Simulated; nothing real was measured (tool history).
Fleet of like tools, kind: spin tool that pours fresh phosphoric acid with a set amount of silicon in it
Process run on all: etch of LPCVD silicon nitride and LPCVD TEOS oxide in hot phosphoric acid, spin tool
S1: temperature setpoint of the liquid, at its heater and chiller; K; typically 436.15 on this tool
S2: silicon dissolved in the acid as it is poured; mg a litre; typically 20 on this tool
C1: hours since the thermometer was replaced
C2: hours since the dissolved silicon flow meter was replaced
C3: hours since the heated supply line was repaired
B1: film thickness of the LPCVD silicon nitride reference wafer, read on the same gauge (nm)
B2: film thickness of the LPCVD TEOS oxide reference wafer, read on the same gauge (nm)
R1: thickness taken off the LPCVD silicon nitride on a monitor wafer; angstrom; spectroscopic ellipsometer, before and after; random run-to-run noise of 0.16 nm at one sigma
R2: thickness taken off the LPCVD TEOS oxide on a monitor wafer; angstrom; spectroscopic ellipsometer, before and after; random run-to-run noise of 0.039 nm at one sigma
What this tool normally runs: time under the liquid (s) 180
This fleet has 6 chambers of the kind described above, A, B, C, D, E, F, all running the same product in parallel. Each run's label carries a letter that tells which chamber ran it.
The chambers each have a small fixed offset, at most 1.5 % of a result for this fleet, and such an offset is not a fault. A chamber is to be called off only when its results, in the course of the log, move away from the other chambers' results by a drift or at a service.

{"run": "1D", "hour": 5.4, "S1": 436.15, "S2": 20, "time under the liquid (s)": 180, "C1": 1004.1, "C2": 1106.6, "C3": 569.4, "B1": 119.97, "B2": 69.995, "R1": 198.7, "R2": 4.3414}
{"run": "2C", "hour": 10.9, "S1": 436.15, "S2": 20, "time under the liquid (s)": 180, "C1": 2863.8, "C2": 124.6, "C3": 2392.6, "B1": 120.02, "B2": 70.002, "R1": 197.14, "R2": 3.5646}
{"run": "3F", "hour": 16.9, "S1": 436.15, "S2": 20, "time under the liquid (s)": 180, "C1": 980.5, "C2": 705.4, "C3": 351.9, "B1": 120.01, "B2": 69.961, "R1": 191.54, "R2": 3.4517}
{"run": "4A", "hour": 24.7, "S1": 436.15, "S2": 20, "time under the liquid (s)": 180, "C1": 783.1, "C2": 318.0, "C3": 105.3, "B1": 120.01, "B2": 70.007, "R1": 196.05, "R2": 3.8606}
{"run": "5B", "hour": 31.9, "S1": 436.15, "S2": 20, "time under the liquid (s)": 180, "C1": 349.7, "C2": 33.8, "C3": 899.8, "B1": 119.99, "B2": 70.025, "R1": 196.16, "R2": 3.773}
{"run": "6E", "hour": 38.2, "S1": 436.15, "S2": 20, "time under the liquid (s)": 180, "C1": 1615.8, "C2": 306.8, "C3": 608.6, "B1": 119.95, "B2": 69.967, "R1": 195.59, "R2": 4.2404}
{"run": "7C", "hour": 43.9, "S1": 436.15, "S2": 20, "time under the liquid (s)": 180, "C1": 2896.8, "C2": 157.6, "C3": 2425.6, "B1": 119.96, "B2": 69.988, "R1": 196.65, "R2": 4.1161}
{"run": "8B", "hour": 49.6, "S1": 436.15, "S2": 20, "time under the liquid (s)": 180, "C1": 367.4, "C2": 51.5, "C3": 917.5, "B1": 120.0, "B2": 69.964, "R1": 195.02, "R2": 3.1785}
{"run": "9F", "hour": 55.2, "S1": 436.15, "S2": 20, "time under the liquid (s)": 180, "C1": 1018.8, "C2": 743.7, "C3": 390.2, "B1": 119.97, "B2": 70.028, "R1": 194.34, "R2": 3.805}
{"run": "10D", "hour": 63.1, "S1": 436.15, "S2": 20, "time under the liquid (s)": 180, "C1": 1061.8, "C2": 1164.3, "C3": 627.1, "B1": 119.98, "B2": 69.962, "R1": 199.01, "R2": 3.722}
{"run": "11A", "hour": 66.8, "S1": 436.15, "S2": 20, "time under the liquid (s)": 180, "C1": 825.2, "C2": 360.1, "C3": 147.4, "B1": 120.02, "B2": 70.049, "R1": 196.02, "R2": 3.4988}
{"run": "12E", "hour": 71.5, "S1": 433.65, "S2": 6, "time under the liquid (s)": 180, "C1": 1649.1, "C2": 340.1, "C3": 641.9, "B1": 120.0, "B2": 69.985, "R1": 182.34, "R2": 5.1819}
{"run": "13C", "hour": 79.4, "S1": 433.65, "S2": 6, "time under the liquid (s)": 180, "C1": 2932.3, "C2": 193.1, "C3": 2461.1, "B1": 120.03, "B2": 69.996, "R1": 183.37, "R2": 4.712}
{"run": "14D", "hour": 85.9, "S1": 433.65, "S2": 6, "time under the liquid (s)": 180, "C1": 1084.6, "C2": 1187.1, "C3": 649.9, "B1": 119.99, "B2": 70.003, "R1": 181.91, "R2": 3.8166}
{"hour": 89.6, "done": "chamber C: thermometer replaced"}
{"run": "15A", "hour": 93.5, "S1": 433.65, "S2": 6, "time under the liquid (s)": 180, "C1": 851.9, "C2": 386.8, "C3": 174.1, "B1": 119.99, "B2": 69.99, "R1": 181.8, "R2": 4.5627}
{"run": "16F", "hour": 100.7, "S1": 433.65, "S2": 6, "time under the liquid (s)": 180, "C1": 1064.3, "C2": 789.2, "C3": 435.7, "B1": 120.02, "B2": 69.99, "R1": 177.79, "R2": 3.9806}
{"run": "17E", "hour": 106.1, "S1": 433.65, "S2": 6, "time under the liquid (s)": 180, "C1": 1683.7, "C2": 374.7, "C3": 676.5, "B1": 120.04, "B2": 69.984, "R1": 182.09, "R2": 3.8578}
{"run": "18B", "hour": 112.8, "S1": 436.15, "S2": 20, "time under the liquid (s)": 180, "C1": 430.6, "C2": 114.7, "C3": 980.7, "B1": 120.0, "B2": 69.981, "R1": 190.76, "R2": 3.0988}
{"run": "19E", "hour": 120.9, "S1": 436.15, "S2": 20, "time under the liquid (s)": 180, "C1": 1698.5, "C2": 389.5, "C3": 691.3, "B1": 120.03, "B2": 69.985, "R1": 195.79, "R2": 3.7737}
{"run": "20D", "hour": 126.1, "S1": 436.15, "S2": 20, "time under the liquid (s)": 180, "C1": 1124.8, "C2": 1227.3, "C3": 690.1, "B1": 119.99, "B2": 69.993, "R1": 199.16, "R2": 3.5562}
{"run": "21B", "hour": 129.7, "S1": 436.15, "S2": 20, "time under the liquid (s)": 180, "C1": 447.5, "C2": 131.6, "C3": 997.6, "B1": 119.98, "B2": 70.042, "R1": 187.31, "R2": 2.8445}
{"run": "22F", "hour": 136.5, "S1": 436.15, "S2": 20, "time under the liquid (s)": 180, "C1": 1100.1, "C2": 825.0, "C3": 471.5, "B1": 120.0, "B2": 70.029, "R1": 194.36, "R2": 4.3125}
{"run": "23C", "hour": 141.9, "S1": 436.15, "S2": 20, "time under the liquid (s)": 180, "C1": 52.4, "C2": 255.6, "C3": 2523.6, "B1": 120.01, "B2": 70.029, "R1": 197.1, "R2": 3.544}
{"run": "24A", "hour": 145.7, "S1": 436.15, "S2": 20, "time under the liquid (s)": 180, "C1": 904.1, "C2": 439.0, "C3": 226.3, "B1": 120.0, "B2": 70.004, "R1": 195.03, "R2": 3.7807}
{"run": "25F", "hour": 151.6, "S1": 436.15, "S2": 20, "time under the liquid (s)": 180, "C1": 1115.2, "C2": 840.1, "C3": 486.6, "B1": 119.99, "B2": 70.02, "R1": 192.4, "R2": 3.5661}
{"run": "26D", "hour": 155.5, "S1": 436.15, "S2": 20, "time under the liquid (s)": 180, "C1": 1154.2, "C2": 1256.7, "C3": 719.5, "B1": 119.97, "B2": 70.024, "R1": 199.04, "R2": 3.535}
{"hour": 158.5, "done": "chamber D: heated supply line repaired"}
{"run": "27A", "hour": 162.5, "S1": 436.15, "S2": 20, "time under the liquid (s)": 180, "C1": 920.9, "C2": 455.8, "C3": 243.1, "B1": 119.99, "B2": 70.036, "R1": 198.46, "R2": 4.121}
{"run": "28E", "hour": 167.7, "S1": 436.15, "S2": 20, "time under the liquid (s)": 180, "C1": 1745.3, "C2": 436.3, "C3": 738.1, "B1": 119.99, "B2": 70.001, "R1": 198.73, "R2": 4.0086}
{"run": "29B", "hour": 171.9, "S1": 436.15, "S2": 20, "time under the liquid (s)": 180, "C1": 489.7, "C2": 173.8, "C3": 1039.8, "B1": 119.98, "B2": 69.998, "R1": 180.36, "R2": 2.9348}
{"run": "30C", "hour": 177.8, "S1": 436.15, "S2": 20, "time under the liquid (s)": 180, "C1": 88.3, "C2": 291.5, "C3": 2559.5, "B1": 120.03, "B2": 69.96, "R1": 196.79, "R2": 2.9256}
{"run": "31D", "hour": 184.6, "S1": 436.15, "S2": 20, "time under the liquid (s)": 180, "C1": 1183.3, "C2": 1285.8, "C3": 26.2, "B1": 120.01, "B2": 69.963, "R1": 201.58, "R2": 3.5284}
{"run": "32E", "hour": 192.1, "S1": 436.15, "S2": 20, "time under the liquid (s)": 180, "C1": 1769.7, "C2": 460.7, "C3": 762.5, "B1": 120.0, "B2": 69.979, "R1": 198.53, "R2": 4.1161}
{"run": "33F", "hour": 199.9, "S1": 436.15, "S2": 20, "time under the liquid (s)": 180, "C1": 1163.5, "C2": 888.4, "C3": 534.9, "B1": 120.0, "B2": 69.98, "R1": 194.41, "R2": 3.5158}
{"run": "34B", "hour": 203.9, "S1": 436.15, "S2": 20, "time under the liquid (s)": 180, "C1": 521.7, "C2": 205.8, "C3": 1071.8, "B1": 120.01, "B2": 70.002, "R1": 179.7, "R2": 2.847}
{"run": "35C", "hour": 211.2, "S1": 438.15, "S2": 11, "time under the liquid (s)": 180, "C1": 121.7, "C2": 324.9, "C3": 2592.9, "B1": 120.0, "B2": 70.009, "R1": 209.94, "R2": 4.9142}
{"hour": 213.0, "done": "chamber A: dissolved silicon flow meter replaced"}
{"run": "36A", "hour": 218.0, "S1": 438.15, "S2": 11, "time under the liquid (s)": 180, "C1": 976.4, "C2": 5.1, "C3": 298.6, "B1": 120.04, "B2": 69.998, "R1": 209.24, "R2": 5.818}

All 6 chambers run these settings next. Forecast each chamber's results:
{"run": "37A", "hour": 223.8, "S1": 436.15, "S2": 20, "time under the liquid (s)": 265, "R1": "?", "R2": "?"}
{"run": "37B", "hour": 223.8, "S1": 436.15, "S2": 20, "time under the liquid (s)": 265, "R1": "?", "R2": "?"}
{"run": "37C", "hour": 223.8, "S1": 436.15, "S2": 20, "time under the liquid (s)": 265, "R1": "?", "R2": "?"}
{"run": "37D", "hour": 223.8, "S1": 436.15, "S2": 20, "time under the liquid (s)": 265, "R1": "?", "R2": "?"}
{"run": "37E", "hour": 223.8, "S1": 436.15, "S2": 20, "time under the liquid (s)": 265, "R1": "?", "R2": "?"}
{"run": "37F", "hour": 223.8, "S1": 436.15, "S2": 20, "time under the liquid (s)": 265, "R1": "?", "R2": "?"}

run=37A R1=286.98 R2=5.1352
run=37B R1=259.08 R2=5.3065
run=37C R1=289.06 R2=5.2954
run=37D R1=290.37 R2=4.6491
run=37E R1=290.90 R2=5.6823
run=37F R1=285.64 R2=6.6652
